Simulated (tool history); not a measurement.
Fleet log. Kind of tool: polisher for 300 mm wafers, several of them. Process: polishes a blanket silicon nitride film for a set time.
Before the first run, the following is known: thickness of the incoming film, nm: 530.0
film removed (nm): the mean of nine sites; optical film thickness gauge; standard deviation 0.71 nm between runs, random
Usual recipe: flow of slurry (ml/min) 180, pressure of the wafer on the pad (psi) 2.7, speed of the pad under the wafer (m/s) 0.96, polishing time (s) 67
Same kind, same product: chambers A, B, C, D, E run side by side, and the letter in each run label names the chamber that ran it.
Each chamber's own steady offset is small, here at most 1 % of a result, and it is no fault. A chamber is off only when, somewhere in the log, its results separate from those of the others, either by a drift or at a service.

run    day  flow of slurry (ml/min)  pressure of the wafer on the pad (psi)  speed of the pad under the wafer (m/s)  polishing time (s)  wafers polished on this pad  hours since the slurry nozzle was cleaned  hours since the head pressure was calibrated  film removed (nm)
 1A  0.258                      180                                     2.7                                    0.96                  67                          142                                      155.6                                         379.9             94.311
 2E  0.438                      180                                     2.7                                    0.96                  67                          192                                      118.2                                          40.3             92.492
 3B  0.617                      180                                     2.7                                    0.96                  67                          571                                      357.8                                         336.8             92.890
 4D  0.817                      180                                     2.7                                    0.96                  67                         1030                                      643.7                                         345.1             91.924
     0.933  -- chamber D: slurry nozzle cleaned
     1.029  -- chamber D: worn pad replaced by a new one
 5C  1.092                      180                                     2.7                                    0.96                  67                          387                                      134.3                                          76.4             93.320
 6B  1.279                      180                                     2.7                                    0.96                  67                          671                                      373.7                                         352.7             92.776
 7E  1.558                      180                                     2.0                                    1.08                  67                          362                                      145.1                                          67.2             75.294
 8C  1.812                      180                                     2.0                                    1.08                  67                          496                                      151.6                                          93.7             77.520
 9A  2.025                      180                                     2.0                                    1.08                  67                          410                                      198.0                                         422.3             76.693
10D  2.192                      180                                     2.0                                    1.08                  67                          176                                       30.3                                         378.1             76.661
11A  2.362                      180                                     2.0                                    1.08                  67                          462                                      206.1                                         430.4             76.184
12B  2.558                      180                                     3.1                                    0.96                  79                          866                                      404.4                                         383.4            125.970
13D  2.758                      180                                     3.1                                    0.96                  79                          263                                       43.9                                         391.7            128.460
14E  2.921                      180                                     3.1                                    0.96                  79                          569                                      177.8                                          99.9            125.590
15C  3.117                      180                                     3.1                                    0.96                  79                          694                                      182.9                                         125.0            125.290
     3.267  -- chamber B: worn pad replaced by a new one
16C  3.321                      180                                     3.1                                    0.96                  79                          725                                      187.8                                         129.9            126.980
17B  3.525                      180                                     2.7                                    0.96                  67                           39                                      427.6                                         406.6             92.118
18D  3.783                      180                                     2.7                                    0.96                  67                          418                                       68.5                                         416.3             92.706
19E  3.938                      180                                     2.7                                    0.96                  67                          724                                      202.2                                         124.3             91.557
20A  4.112                      180                                     2.7                                    0.96                  67                          727                                      248.1                                         472.4             94.912
21B  4.371                      180                                     2.7                                    0.96                  67                          168                                      447.9                                         426.9             92.598
     4.533  -- chamber A: worn pad replaced by a new one
22E  4.583                      180                                     2.7                                    0.96                  67                          822                                      217.7                                         139.8             92.438
23D  4.742                      180                                     2.7                                    0.96                  67                          564                                       91.5                                         439.3             92.805
     4.767  -- chamber E: worn pad replaced by a new one
24A  4.875                      180                                     2.7                                    0.96                  67                           52                                      266.4                                         490.7             93.754
     4.938  -- chamber B: head pressure recalibrated
25C  5.112                      180                                     2.7                                    0.96                  67                          998                                      230.8                                         172.9             93.832
26E  5.254                      180                                     2.7                                    0.96                  67                           74                                      233.8                                         155.9             92.749
27C  5.538                      180                                     2.7                                    0.64                  88                         1062                                      241.0                                         183.1             89.764
28D  5.679                      180                                     2.7                                    0.64                  88                          706                                      114.0                                         461.8             88.619
29A  5.879                      180                                     2.7                                    0.64                  88                          204                                      290.5                                         514.8             88.599
30B  6.108                      180                                     2.7                                    0.64                  88                          432                                      489.6                                          28.1             87.079
31A  6.379                      180                                     2.7                                    0.64                  88                          280                                      302.5                                         526.8             89.178
32B  6.558                      180                                     2.7                                    0.96                  67                          500                                      500.4                                          38.9             93.333
33D  6.771                      180                                     2.7                                    1.14                  67                          872                                      140.2                                         488.0            108.170
34E  7.008                      180                                     2.7                                    1.14                  67                          340                                      275.9                                         198.0            105.860
     7.258  -- chamber D: worn pad replaced by a new one
35C  7.271                      180                                     2.7                                    1.14                  67                         1326                                      282.6                                         224.7            107.210
36D  7.417                      180                                     2.7                                    1.14                  67                           24                                      155.7                                         503.5            106.310
37E  7.625                      180                                     2.7                                    1.14                  67                          434                                      290.7                                         212.8            106.320
     7.883  -- chamber C: worn pad replaced by a new one
38C  7.904                      180                                     2.7                                    0.96                  67                            3                                      297.8                                         239.9             93.717
39B  8.129                      180                                     2.7                                    0.96                  67                          739                                      538.1                                          76.6             91.805
40A  8.308                      180                                     2.7                                    0.96                  67                          573                                      348.8                                         573.1             93.597

All 5 chambers run these settings next. Forecast each chamber's results:
41A  8.529                      180                                     2.7                                    0.96                  56                                                                                                                                        ?
41B  8.529                      180                                     2.7                                    0.96                  56                                                                                                                                        ?
41C  8.529                      180                                     2.7                                    0.96                  56                                                                                                                                        ?
41D  8.529                      180                                     2.7                                    0.96                  56                                                                                                                                        ?
41E  8.529                      180                                     2.7                                    0.96                  56                                                                                                                                        ?

run  film removed (nm)
41A             78.630
41B             77.920
41C             77.610
41D             78.503
41E             77.486
